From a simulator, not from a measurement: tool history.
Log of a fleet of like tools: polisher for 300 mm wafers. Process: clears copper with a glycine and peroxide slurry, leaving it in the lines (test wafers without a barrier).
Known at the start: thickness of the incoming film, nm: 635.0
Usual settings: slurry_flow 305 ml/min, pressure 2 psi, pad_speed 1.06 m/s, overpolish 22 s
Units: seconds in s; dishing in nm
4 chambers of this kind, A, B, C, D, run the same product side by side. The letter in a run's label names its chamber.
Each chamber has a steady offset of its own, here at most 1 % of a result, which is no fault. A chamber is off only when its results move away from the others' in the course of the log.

{"hour": 5.6, "done": "chamber C: head pressure recalibrated"}
{"run": "1B", "hour": 6.7, "slurry_flow": 305, "pressure": 2, "pad_speed": 1.06, "overpolish": 22, "seconds": 155.54, "dishing": 52.695}
{"hour": 7.4, "done": "chamber C: worn pad replaced by a new one"}
{"run": "2A", "hour": 10.1, "slurry_flow": 305, "pressure": 2, "pad_speed": 1.06, "overpolish": 22, "seconds": 153.69, "dishing": 53.009}
{"run": "3D", "hour": 17.6, "slurry_flow": 305, "pressure": 2, "pad_speed": 1.06, "overpolish": 22, "seconds": 156.2, "dishing": 52.58}
{"run": "4C", "hour": 21.3, "slurry_flow": 305, "pressure": 2, "pad_speed": 1.06, "overpolish": 22, "seconds": 152.12, "dishing": 52.617}
{"hour": 27.5, "done": "chamber A: worn pad replaced by a new one"}
{"run": "5C", "hour": 27.7, "slurry_flow": 305, "pressure": 2, "pad_speed": 1.06, "overpolish": 22, "seconds": 155.42, "dishing": 52.413}
{"run": "6B", "hour": 33.1, "slurry_flow": 305, "pressure": 2, "pad_speed": 1.06, "overpolish": 22, "seconds": 154.7, "dishing": 53.702}
{"run": "7A", "hour": 36.5, "slurry_flow": 305, "pressure": 2, "pad_speed": 1.06, "overpolish": 22, "seconds": 154.04, "dishing": 52.319}
{"hour": 42.6, "done": "chamber D: worn pad replaced by a new one"}
{"run": "8D", "hour": 44.0, "slurry_flow": 305, "pressure": 2, "pad_speed": 1.06, "overpolish": 22, "seconds": 148.57, "dishing": 52.894}
{"run": "9C", "hour": 49.3, "slurry_flow": 305, "pressure": 2, "pad_speed": 1.06, "overpolish": 22, "seconds": 157.98, "dishing": 54.106}
{"run": "10B", "hour": 53.5, "slurry_flow": 305, "pressure": 2, "pad_speed": 1.06, "overpolish": 22, "seconds": 152.31, "dishing": 53.124}
{"run": "11D", "hour": 59.6, "slurry_flow": 305, "pressure": 2, "pad_speed": 1.06, "overpolish": 22, "seconds": 155.27, "dishing": 50.818}
{"run": "12A", "hour": 65.9, "slurry_flow": 305, "pressure": 1.4, "pad_speed": 1.06, "overpolish": 22, "seconds": 201.63, "dishing": 42.967}
{"run": "13B", "hour": 71.6, "slurry_flow": 305, "pressure": 1.4, "pad_speed": 1.06, "overpolish": 22, "seconds": 199.25, "dishing": 41.227}
{"run": "14C", "hour": 78.5, "slurry_flow": 305, "pressure": 1.4, "pad_speed": 1.06, "overpolish": 22, "seconds": 207.56, "dishing": 42.105}
{"run": "15D", "hour": 82.4, "slurry_flow": 305, "pressure": 1.4, "pad_speed": 1.06, "overpolish": 22, "seconds": 201.99, "dishing": 41.612}
{"run": "16A", "hour": 87.7, "slurry_flow": 305, "pressure": 2, "pad_speed": 1.06, "overpolish": 22, "seconds": 152.57, "dishing": 51.833}
{"run": "17A", "hour": 94.4, "slurry_flow": 305, "pressure": 2, "pad_speed": 1.06, "overpolish": 22, "seconds": 152.56, "dishing": 53.513}
{"run": "18D", "hour": 101.9, "slurry_flow": 305, "pressure": 2, "pad_speed": 1.28, "overpolish": 27, "seconds": 130.84, "dishing": 65.228}
{"run": "19B", "hour": 105.4, "slurry_flow": 305, "pressure": 2, "pad_speed": 1.28, "overpolish": 27, "seconds": 132.02, "dishing": 66.466}
{"run": "20C", "hour": 110.3, "slurry_flow": 305, "pressure": 2, "pad_speed": 1.28, "overpolish": 27, "seconds": 132.97, "dishing": 65.859}
{"run": "21C", "hour": 116.3, "slurry_flow": 305, "pressure": 2, "pad_speed": 1.28, "overpolish": 27, "seconds": 129.54, "dishing": 65.72}
{"run": "22A", "hour": 121.2, "slurry_flow": 305, "pressure": 2, "pad_speed": 1.06, "overpolish": 22, "seconds": 152.06, "dishing": 52.794}
{"hour": 127.1, "done": "chamber B: worn pad replaced by a new one"}
{"run": "23D", "hour": 127.6, "slurry_flow": 305, "pressure": 2, "pad_speed": 1.06, "overpolish": 22, "seconds": 153.97, "dishing": 51.259}
{"run": "24B", "hour": 134.9, "slurry_flow": 305, "pressure": 2, "pad_speed": 1.06, "overpolish": 22, "seconds": 157.33, "dishing": 53.385}
{"run": "25A", "hour": 141.1, "slurry_flow": 305, "pressure": 2, "pad_speed": 1.06, "overpolish": 22, "seconds": 153.28, "dishing": 51.339}
{"hour": 145.1, "done": "chamber C: worn pad replaced by a new one"}
{"run": "26D", "hour": 147.2, "slurry_flow": 305, "pressure": 2, "pad_speed": 1.06, "overpolish": 22, "seconds": 156.71, "dishing": 52.985}
{"hour": 147.3, "done": "chamber C: slurry nozzle cleaned"}
{"run": "27B", "hour": 154.5, "slurry_flow": 305, "pressure": 2, "pad_speed": 1.06, "overpolish": 22, "seconds": 152.85, "dishing": 53.484}
{"run": "28C", "hour": 159.4, "slurry_flow": 230, "pressure": 2, "pad_speed": 1.06, "overpolish": 22, "seconds": 160.03, "dishing": 51.072}
{"run": "29B", "hour": 164.2, "slurry_flow": 230, "pressure": 2, "pad_speed": 1.06, "overpolish": 22, "seconds": 157.46, "dishing": 51.321}
{"run": "30D", "hour": 168.4, "slurry_flow": 230, "pressure": 2, "pad_speed": 1.06, "overpolish": 22, "seconds": 157.64, "dishing": 49.928}
{"run": "31A", "hour": 173.3, "slurry_flow": 230, "pressure": 2, "pad_speed": 1.06, "overpolish": 22, "seconds": 161.05, "dishing": 51.017}
{"run": "32C", "hour": 180.8, "slurry_flow": 305, "pressure": 2, "pad_speed": 1.06, "overpolish": 22, "seconds": 156.92, "dishing": 53.301}
{"hour": 185.3, "done": "chamber D: worn pad replaced by a new one"}
{"run": "33C", "hour": 185.8, "slurry_flow": 350, "pressure": 2, "pad_speed": 1.06, "overpolish": 27, "seconds": 151.2, "dishing": 61.628}
{"run": "34B", "hour": 192.4, "slurry_flow": 350, "pressure": 2, "pad_speed": 1.06, "overpolish": 27, "seconds": 153.85, "dishing": 61.141}
{"run": "35A", "hour": 197.2, "slurry_flow": 350, "pressure": 2, "pad_speed": 1.06, "overpolish": 27, "seconds": 152.23, "dishing": 59.645}
{"hour": 200.3, "done": "chamber A: worn pad replaced by a new one"}
{"run": "36D", "hour": 204.0, "slurry_flow": 350, "pressure": 2, "pad_speed": 1.06, "overpolish": 27, "seconds": 156.09, "dishing": 61.182}
{"hour": 205.7, "done": "chamber A: slurry nozzle cleaned"}
{"run": "37A", "hour": 210.4, "slurry_flow": 305, "pressure": 2, "pad_speed": 0.78, "overpolish": 22, "seconds": 191.82, "dishing": 45.164}
{"run": "38C", "hour": 217.5, "slurry_flow": 305, "pressure": 2, "pad_speed": 0.78, "overpolish": 22, "seconds": 199.19, "dishing": 45.676}
{"run": "39B", "hour": 222.0, "slurry_flow": 305, "pressure": 2, "pad_speed": 0.78, "overpolish": 22, "seconds": 201.14, "dishing": 46.824}
{"run": "40D", "hour": 229.6, "slurry_flow": 305, "pressure": 2, "pad_speed": 0.78, "overpolish": 22, "seconds": 193.48, "dishing": 44.268}
{"run": "41D", "hour": 232.9, "slurry_flow": 305, "pressure": 2, "pad_speed": 1.06, "overpolish": 22, "seconds": 151.42, "dishing": 53.775}

What goes on in this fleet: one chamber off, a drifting gauge, or nothing beyond the chambers' own small offsets? Name the chamber and the cause, if any.

No chamber stands off beyond its own small offset, and the gauge holds steady.

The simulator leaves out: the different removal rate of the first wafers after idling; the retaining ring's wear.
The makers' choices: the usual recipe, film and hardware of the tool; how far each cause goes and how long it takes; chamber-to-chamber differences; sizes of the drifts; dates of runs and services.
